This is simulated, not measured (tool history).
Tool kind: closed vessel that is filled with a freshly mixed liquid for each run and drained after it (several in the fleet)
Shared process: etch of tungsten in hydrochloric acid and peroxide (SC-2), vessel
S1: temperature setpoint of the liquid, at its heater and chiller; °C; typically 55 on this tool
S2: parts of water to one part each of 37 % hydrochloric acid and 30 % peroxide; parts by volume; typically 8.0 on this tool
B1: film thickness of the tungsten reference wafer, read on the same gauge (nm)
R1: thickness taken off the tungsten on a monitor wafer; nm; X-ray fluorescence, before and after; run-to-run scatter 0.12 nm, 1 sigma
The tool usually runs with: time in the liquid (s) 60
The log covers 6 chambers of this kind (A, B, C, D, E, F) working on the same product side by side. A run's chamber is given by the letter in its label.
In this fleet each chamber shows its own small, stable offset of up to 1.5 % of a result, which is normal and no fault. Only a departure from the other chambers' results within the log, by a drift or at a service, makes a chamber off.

run 1C hour=6.8 | S1=55 S2=8.0 time_in_the_liquid_(s)=60 | B1=140.00 | R1=16.9320
run 2D hour=12.7 | S1=55 S2=8.0 time_in_the_liquid_(s)=60 | B1=140.00 | R1=16.7130
run 3E hour=19.8 | S1=55 S2=8.0 time_in_the_liquid_(s)=60 | B1=139.96 | R1=16.8470
run 4F hour=26.2 | S1=55 S2=8.0 time_in_the_liquid_(s)=60 | B1=140.03 | R1=16.8260
run 5A hour=30.9 | S1=55 S2=8.0 time_in_the_liquid_(s)=60 | B1=140.06 | R1=17.0030
run 6B hour=39.3 | S1=55 S2=8.0 time_in_the_liquid_(s)=60 | B1=139.99 | R1=16.7200
run 7F hour=48.4 | S1=55 S2=8.0 time_in_the_liquid_(s)=60 | B1=140.01 | R1=17.0080
run 8B hour=52.8 | S1=48 S2=8.0 time_in_the_liquid_(s)=85 | B1=139.99 | R1=14.9210
run 9C hour=62.0 | S1=48 S2=8.0 time_in_the_liquid_(s)=85 | B1=140.04 | R1=15.2150
run 10D hour=67.1 | S1=48 S2=8.0 time_in_the_liquid_(s)=85 | B1=140.03 | R1=15.2180
run 11E hour=74.8 | S1=48 S2=8.0 time_in_the_liquid_(s)=85 | B1=140.00 | R1=14.9930
run 12A hour=80.8 | S1=48 S2=8.0 time_in_the_liquid_(s)=85 | B1=140.00 | R1=15.1570
run 13F hour=84.9 | S1=48 S2=8.0 time_in_the_liquid_(s)=85 | B1=140.02 | R1=15.0810
run 14E hour=89.8 | S1=55 S2=8.0 time_in_the_liquid_(s)=60 | B1=139.99 | R1=16.7120
run 15B hour=96.9 | S1=55 S2=8.0 time_in_the_liquid_(s)=60 | B1=139.96 | R1=17.0690
run 16A hour=101.0 | S1=55 S2=8.0 time_in_the_liquid_(s)=60 | B1=140.03 | R1=16.8210
run 17C hour=105.5 | S1=55 S2=8.0 time_in_the_liquid_(s)=60 | B1=139.99 | R1=16.9960
run 18D hour=110.4 | S1=55 S2=8.0 time_in_the_liquid_(s)=60 | B1=139.99 | R1=16.8210
run 19F hour=114.9 | S1=55 S2=8.0 time_in_the_liquid_(s)=35 | B1=140.01 | R1=9.8165
run 20B hour=123.9 | S1=55 S2=8.0 time_in_the_liquid_(s)=35 | B1=140.01 | R1=9.8546
run 21D hour=131.9 | S1=55 S2=8.0 time_in_the_liquid_(s)=35 | B1=139.99 | R1=9.9161
run 22C hour=138.8 | S1=55 S2=8.0 time_in_the_liquid_(s)=35 | B1=140.02 | R1=9.9435
run 23A hour=144.5 | S1=55 S2=8.0 time_in_the_liquid_(s)=35 | B1=140.02 | R1=9.8660
run 24E hour=149.5 | S1=55 S2=8.0 time_in_the_liquid_(s)=35 | B1=139.98 | R1=9.7692
run 25D hour=156.6 | S1=55 S2=8.0 time_in_the_liquid_(s)=60 | B1=140.00 | R1=16.8140
run 26F hour=161.3 | S1=55 S2=8.0 time_in_the_liquid_(s)=60 | B1=140.02 | R1=16.5710
-- hour=165.9 chamber D: new drum of peroxide connected
run 27B hour=170.0 | S1=55 S2=8.0 time_in_the_liquid_(s)=60 | B1=140.02 | R1=16.7660
run 28A hour=174.0 | S1=55 S2=8.0 time_in_the_liquid_(s)=60 | B1=140.00 | R1=17.0890
run 29C hour=180.0 | S1=55 S2=8.0 time_in_the_liquid_(s)=60 | B1=139.96 | R1=16.8960
-- hour=186.3 chamber F: new drum of peroxide connected
run 30E hour=186.4 | S1=55 S2=8.0 time_in_the_liquid_(s)=60 | B1=140.04 | R1=16.8390
run 31F hour=192.3 | S1=55 S2=8.0 time_in_the_liquid_(s)=60 | B1=139.97 | R1=16.3820
run 32C hour=199.5 | S1=55 S2=8.0 time_in_the_liquid_(s)=60 | B1=140.02 | R1=17.0290
run 33B hour=204.1 | S1=55 S2=8.0 time_in_the_liquid_(s)=60 | B1=140.01 | R1=16.9060
-- hour=208.5 chamber B: new drum of peroxide connected
run 34D hour=208.5 | S1=55 S2=8.0 time_in_the_liquid_(s)=60 | B1=139.97 | R1=16.8260
run 35E hour=215.9 | S1=55 S2=8.0 time_in_the_liquid_(s)=60 | B1=140.01 | R1=16.7930
run 36A hour=220.5 | S1=55 S2=8.0 time_in_the_liquid_(s)=60 | B1=140.02 | R1=17.0100
run 37D hour=226.8 | S1=55 S2=8.0 time_in_the_liquid_(s)=60 | B1=140.02 | R1=16.9500
run 38C hour=233.8 | S1=55 S2=8.0 time_in_the_liquid_(s)=60 | B1=139.98 | R1=17.1190
run 39E hour=238.0 | S1=55 S2=8.0 time_in_the_liquid_(s)=60 | B1=139.99 | R1=16.7110
run 40F hour=246.6 | S1=55 S2=8.0 time_in_the_liquid_(s)=60 | B1=140.01 | R1=15.9530
run 41B hour=251.9 | S1=55 S2=8.0 time_in_the_liquid_(s)=60 | B1=140.02 | R1=17.0600
run 42A hour=258.5 | S1=50 S2=11.5 time_in_the_liquid_(s)=60 | B1=139.96 | R1=9.1097
run 43D hour=265.3 | S1=50 S2=11.5 time_in_the_liquid_(s)=60 | B1=139.99 | R1=9.0587

Is one chamber out of step, is the gauge drifting, or do the chambers differ by no more than their own small offsets? For an off chamber, give its letter and the likeliest cause.

Little by little, chamber F moves away from the other chambers.
Most likely cause: chemicals flow below the setpoint (%) = 7.38.
The log may not separate it from: liquid colder than its thermometer reads (K).

Chamber F could run next with any of the 4 candidate recipes listed below; each alters the usual settings, and their results appear as question marks. Which one brings its results back in line with what the other chambers deliver on the usual settings?
In line means no further than this from the other chambers' mean on the usual settings: R1 0.4200 nm
run 44F-1 hour=271.9 | S1=55 S2=7.0 time_in_the_liquid_(s)=60 | R1=?
run 44F-2 hour=271.9 | S1=56 S2=8.0 time_in_the_liquid_(s)=60 | R1=?
run 44F-3 hour=271.9 | S1=54 S2=8.0 time_in_the_liquid_(s)=60 | R1=?
run 44F-4 hour=271.9 | S1=55 S2=9.0 time_in_the_liquid_(s)=60 | R1=?

Mean of the other chambers on the usual settings: R1 16.9360 nm
run=44F-1 R1=17.7920
run=44F-2 R1=17.0340
run=44F-3 R1=14.9480
run=44F-4 R1=14.4720
44F-2 brings the chamber back in line.
